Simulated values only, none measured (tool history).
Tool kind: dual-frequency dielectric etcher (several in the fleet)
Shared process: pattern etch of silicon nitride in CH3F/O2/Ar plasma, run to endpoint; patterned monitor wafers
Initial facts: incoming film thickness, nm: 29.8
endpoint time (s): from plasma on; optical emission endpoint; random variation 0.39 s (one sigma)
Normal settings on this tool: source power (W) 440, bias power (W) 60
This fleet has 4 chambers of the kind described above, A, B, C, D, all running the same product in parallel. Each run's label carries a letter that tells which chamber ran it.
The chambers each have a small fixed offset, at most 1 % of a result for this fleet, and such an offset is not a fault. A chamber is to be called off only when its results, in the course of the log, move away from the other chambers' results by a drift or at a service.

run 1A hour=4.4 | source_power_(W)=440 bias_power_(W)=60 | endpoint_time_(s)=44.303
run 2B hour=12.2 | source_power_(W)=440 bias_power_(W)=60 | endpoint_time_(s)=44.082
run 3C hour=19.1 | source_power_(W)=440 bias_power_(W)=60 | endpoint_time_(s)=44.667
run 4D hour=25.7 | source_power_(W)=440 bias_power_(W)=60 | endpoint_time_(s)=43.78
run 5B hour=29.9 | source_power_(W)=440 bias_power_(W)=60 | endpoint_time_(s)=44.272
run 6A hour=35.8 | source_power_(W)=440 bias_power_(W)=60 | endpoint_time_(s)=44.233
run 7D hour=41.9 | source_power_(W)=440 bias_power_(W)=60 | endpoint_time_(s)=44.141
run 8C hour=47.3 | source_power_(W)=440 bias_power_(W)=60 | endpoint_time_(s)=44.084
run 9D hour=55.4 | source_power_(W)=440 bias_power_(W)=60 | endpoint_time_(s)=43.62
run 10B hour=60 | source_power_(W)=440 bias_power_(W)=60 | endpoint_time_(s)=44.249
run 11C hour=67 | source_power_(W)=440 bias_power_(W)=60 | endpoint_time_(s)=44.374
run 12A hour=73.2 | source_power_(W)=440 bias_power_(W)=60 | endpoint_time_(s)=43.534
run 13C hour=78.2 | source_power_(W)=440 bias_power_(W)=60 | endpoint_time_(s)=44.206
run 14D hour=82.7 | source_power_(W)=440 bias_power_(W)=60 | endpoint_time_(s)=44.549
run 15A hour=88.7 | source_power_(W)=440 bias_power_(W)=60 | endpoint_time_(s)=44.34
run 16B hour=96.9 | source_power_(W)=440 bias_power_(W)=60 | endpoint_time_(s)=44.705
run 17A hour=102.7 | source_power_(W)=440 bias_power_(W)=60 | endpoint_time_(s)=44.69
run 18B hour=108.1 | source_power_(W)=440 bias_power_(W)=60 | endpoint_time_(s)=43.663
-- hour=112.7 chamber D: bias power generator calibrated
run 19D hour=115.3 | source_power_(W)=440 bias_power_(W)=60 | endpoint_time_(s)=43.857
run 20C hour=121.7 | source_power_(W)=440 bias_power_(W)=60 | endpoint_time_(s)=44.195
run 21B hour=130 | source_power_(W)=440 bias_power_(W)=60 | endpoint_time_(s)=43.931
run 22A hour=136.6 | source_power_(W)=440 bias_power_(W)=60 | endpoint_time_(s)=43.816
run 23C hour=143.2 | source_power_(W)=360 bias_power_(W)=65 | endpoint_time_(s)=46.446
run 24D hour=151.3 | source_power_(W)=360 bias_power_(W)=65 | endpoint_time_(s)=46.228
run 25B hour=157 | source_power_(W)=360 bias_power_(W)=65 | endpoint_time_(s)=46.937
run 26C hour=161.8 | source_power_(W)=360 bias_power_(W)=65 | endpoint_time_(s)=47.657
run 27D hour=166.1 | source_power_(W)=440 bias_power_(W)=60 | endpoint_time_(s)=44.033
run 28A hour=170.4 | source_power_(W)=440 bias_power_(W)=60 | endpoint_time_(s)=43.763
run 29D hour=175.2 | source_power_(W)=440 bias_power_(W)=60 | endpoint_time_(s)=43.848
run 30B hour=183.7 | source_power_(W)=440 bias_power_(W)=60 | endpoint_time_(s)=44.718
run 31C hour=187.8 | source_power_(W)=440 bias_power_(W)=60 | endpoint_time_(s)=44.537
run 32A hour=196.3 | source_power_(W)=440 bias_power_(W)=60 | endpoint_time_(s)=44.084
run 33A hour=202.7 | source_power_(W)=440 bias_power_(W)=60 | endpoint_time_(s)=43.624
run 34B hour=207.8 | source_power_(W)=440 bias_power_(W)=60 | endpoint_time_(s)=44.529
run 35C hour=212.7 | source_power_(W)=440 bias_power_(W)=60 | endpoint_time_(s)=44.298

Is one chamber out of step, is the gauge drifting, or do the chambers differ by no more than their own small offsets? For an off chamber, give its letter and the likeliest cause.

All chambers stay in line apart from their small fixed offsets, and the gauge does not drift.

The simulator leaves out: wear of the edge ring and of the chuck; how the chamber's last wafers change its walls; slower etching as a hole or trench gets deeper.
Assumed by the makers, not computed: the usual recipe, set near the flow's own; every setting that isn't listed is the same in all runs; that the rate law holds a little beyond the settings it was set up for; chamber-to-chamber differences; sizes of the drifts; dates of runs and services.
